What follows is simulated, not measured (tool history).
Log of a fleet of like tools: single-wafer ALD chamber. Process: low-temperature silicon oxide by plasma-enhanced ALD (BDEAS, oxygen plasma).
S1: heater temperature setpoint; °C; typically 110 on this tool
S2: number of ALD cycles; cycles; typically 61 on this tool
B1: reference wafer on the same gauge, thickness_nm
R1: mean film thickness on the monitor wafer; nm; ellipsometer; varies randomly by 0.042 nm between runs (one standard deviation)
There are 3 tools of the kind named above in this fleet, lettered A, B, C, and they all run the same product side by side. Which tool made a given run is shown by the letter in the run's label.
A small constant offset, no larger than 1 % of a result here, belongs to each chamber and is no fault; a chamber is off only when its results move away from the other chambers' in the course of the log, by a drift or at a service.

run	hour	S1	S2	B1	R1
1C	4.9	110	61	8.7246	8.5628
2A	12.9	110	61	8.7300	8.6423
3B	21.2	110	61	8.7272	8.4358
4C	30.7	110	61	8.7273	8.4917
5A	36.5	110	61	8.7206	8.5804
6B	44.0	96	61	8.7337	8.7330
7C	49.5	96	61	8.7321	8.8529
# hour 56.1: chamber A: thermocouple changed; heater temperature recalibrated
8B	59.9	96	61	8.7340	8.7833
9A	69.4	110	71	8.7260	9.9872
10A	79.8	110	71	8.7275	9.9885
11B	85.2	110	71	8.7276	9.8797
12C	96.0	110	61	8.7296	8.5586
13A	103.2	110	61	8.7316	8.5356
14B	113.7	110	61	8.7302	8.5010
15C	122.3	110	61	8.7297	8.6055
16B	132.0	110	61	8.7363	8.4151
17A	140.6	110	61	8.7268	8.5889
18C	151.0	110	61	8.7254	8.5304
19C	157.5	110	61	8.7187	8.5859
20A	166.9	110	61	8.7299	8.4954
21B	175.3	110	61	8.7294	8.5500
22A	181.5	121	66	8.7315	9.0535
23C	192.3	121	66	8.7259	9.1523
24B	200.4	121	66	8.7255	9.0599
25C	208.2	110	68	8.7168	9.5683
26B	216.3	110	68	8.7364	9.4496
27A	222.9	110	68	8.7262	9.5725
28B	228.0	110	61	8.7293	8.4744
29A	234.9	110	61	8.7244	8.5757

The same settings go to every chamber for the next run, one line per chamber below. Forecast the results for each:
30A	242.7	123	61		?
30B	242.7	123	61		?
30C	242.7	123	61		?

run	R1
30A	8.3982
30B	8.2644
30C	8.3828
